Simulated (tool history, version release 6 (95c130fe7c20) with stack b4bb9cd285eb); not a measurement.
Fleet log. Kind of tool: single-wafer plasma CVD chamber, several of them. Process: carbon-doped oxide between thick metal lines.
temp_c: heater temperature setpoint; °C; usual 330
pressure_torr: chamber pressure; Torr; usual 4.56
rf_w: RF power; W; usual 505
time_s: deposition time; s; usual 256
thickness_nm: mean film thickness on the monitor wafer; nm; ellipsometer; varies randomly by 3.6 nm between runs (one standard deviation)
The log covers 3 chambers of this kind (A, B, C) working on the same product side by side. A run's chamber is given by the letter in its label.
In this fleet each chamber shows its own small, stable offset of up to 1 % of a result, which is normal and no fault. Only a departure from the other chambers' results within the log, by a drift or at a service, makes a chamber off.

| run | day | temp_c | pressure_torr | rf_w | time_s | read-back reference wafer on the same gauge, thickness_nm | thickness_nm |
|---|---|---|---|---|---|---|---|
| 1B | 0.375 | 330 | 4.56 | 505 | 256 | 1230.2 | 1356.0 |
| 2C | 0.979 | 330 | 4.56 | 505 | 256 | 1229.5 | 1350.2 |
| 3A | 1.538 | 330 | 4.56 | 505 | 256 | 1229.4 | 1349.0 |
| 4A | 2.029 | 330 | 4.56 | 505 | 256 | 1230.2 | 1355.7 |
| 5C | 2.454 | 330 | 4.56 | 505 | 256 | 1229.5 | 1356.3 |
| 6B | 2.904 | 330 | 4.56 | 505 | 256 | 1229.4 | 1359.3 |
| 7B | 3.567 | 330 | 4.56 | 505 | 256 | 1228.7 | 1366.7 |
| 8A | 4.088 | 330 | 4.56 | 505 | 256 | 1230.0 | 1348.9 |
| 9C | 4.712 | 330 | 4.56 | 505 | 256 | 1229.7 | 1353.4 |
| 10C | 5.288 | 330 | 4.56 | 505 | 256 | 1230.0 | 1350.5 |
| 11B | 5.729 | 330 | 4.56 | 505 | 256 | 1229.8 | 1360.5 |
| 12A | 6.354 | 330 | 4.56 | 505 | 256 | 1230.5 | 1351.6 |
| 13A | 6.950 | 330 | 4.56 | 505 | 256 | 1230.6 | 1352.8 |
| 14B | 7.500 | 330 | 4.56 | 505 | 256 | 1229.7 | 1360.7 |
|  | 7.646 | chamber C: RF generator calibrated |
| 15C | 7.833 | 330 | 4.56 | 505 | 256 | 1230.0 | 1356.5 |
| 16C | 8.438 | 330 | 4.56 | 505 | 256 | 1230.8 | 1350.8 |
|  | 8.671 | chamber C: capacitance manometer re-zeroed and calibrated |
| 17A | 8.900 | 330 | 4.56 | 505 | 256 | 1229.6 | 1350.3 |
| 18B | 9.271 | 330 | 4.56 | 505 | 256 | 1229.5 | 1359.8 |
| 19C | 9.862 | 330 | 4.56 | 505 | 256 | 1230.1 | 1361.3 |
| 20B | 10.242 | 330 | 4.56 | 505 | 256 | 1229.5 | 1354.7 |
| 21A | 10.683 | 330 | 4.56 | 505 | 256 | 1229.3 | 1353.8 |
| 22B | 11.054 | 330 | 4.56 | 505 | 256 | 1230.2 | 1353.6 |
|  | 11.167 | chamber A: thermocouple changed; heater temperature recalibrated |
| 23C | 11.408 | 330 | 4.56 | 505 | 256 | 1230.0 | 1353.6 |
| 24A | 11.875 | 330 | 4.56 | 505 | 256 | 1230.3 | 1372.0 |
| 25A | 12.483 | 330 | 4.56 | 505 | 256 | 1230.5 | 1377.8 |
| 26B | 12.808 | 330 | 4.56 | 505 | 256 | 1229.6 | 1357.7 |
| 27C | 13.108 | 330 | 4.56 | 505 | 256 | 1228.8 | 1351.0 |
| 28B | 13.617 | 330 | 4.56 | 505 | 256 | 1229.0 | 1356.6 |
| 29C | 14.296 | 330 | 4.56 | 505 | 256 | 1229.4 | 1358.9 |
| 30A | 14.688 | 317 | 4.56 | 505 | 256 | 1230.1 | 1442.6 |
| 31C | 15.288 | 317 | 4.56 | 505 | 256 | 1229.9 | 1413.0 |
| 32B | 15.675 | 317 | 4.56 | 505 | 256 | 1230.3 | 1423.3 |
| 33A | 16.050 | 330 | 4.56 | 505 | 256 | 1229.4 | 1382.2 |
| 34A | 16.567 | 330 | 4.56 | 505 | 256 | 1229.8 | 1385.9 |
| 35C | 17.212 | 330 | 4.56 | 505 | 256 | 1230.0 | 1346.1 |
| 36B | 17.875 | 330 | 4.56 | 505 | 256 | 1230.0 | 1360.0 |
| 37A | 18.529 | 330 | 4.56 | 505 | 256 | 1229.4 | 1380.0 |
| 38B | 18.954 | 330 | 4.56 | 505 | 256 | 1230.3 | 1362.8 |

Decide between three cases: one chamber stands off from its peers, the gauge reading all wafers drifts, or nothing is wrong past each chamber's small offset. Where a chamber is off, say which and what most likely put it there.

The work done on chamber A during a service left it standing apart from the others.
What lies behind it: wafer temperature below the value expected at the setpoint (K) = 5.86.

Below are 4 candidate recipes for chamber A's next run, each the usual settings with a change, their results shown as question marks. Which of them brings A's results back in line with what the other chambers give on the usual settings?
In-line tolerance around the mean of the other chambers on the usual settings: thickness_nm 13.0 nm
| 39A-1 | 19.454 | 330 | 4.56 | 510 | 262 |  | ? |
| 39A-2 | 19.454 | 330 | 3.58 | 505 | 256 |  | ? |
| 39A-3 | 19.454 | 330 | 4.52 | 495 | 256 |  | ? |
| 39A-4 | 19.454 | 330 | 4.56 | 520 | 256 |  | ? |

Other chambers, usual settings, mean: thickness_nm 1356.8 nm
| run | thickness_nm |
|---|---|
| 39A-1 | 1419.1 |
| 39A-2 | 1332.0 |
| 39A-3 | 1359.7 |
| 39A-4 | 1403.1 |
The right change is 39A-3: it brings the chamber back within the allowed miss of the others.
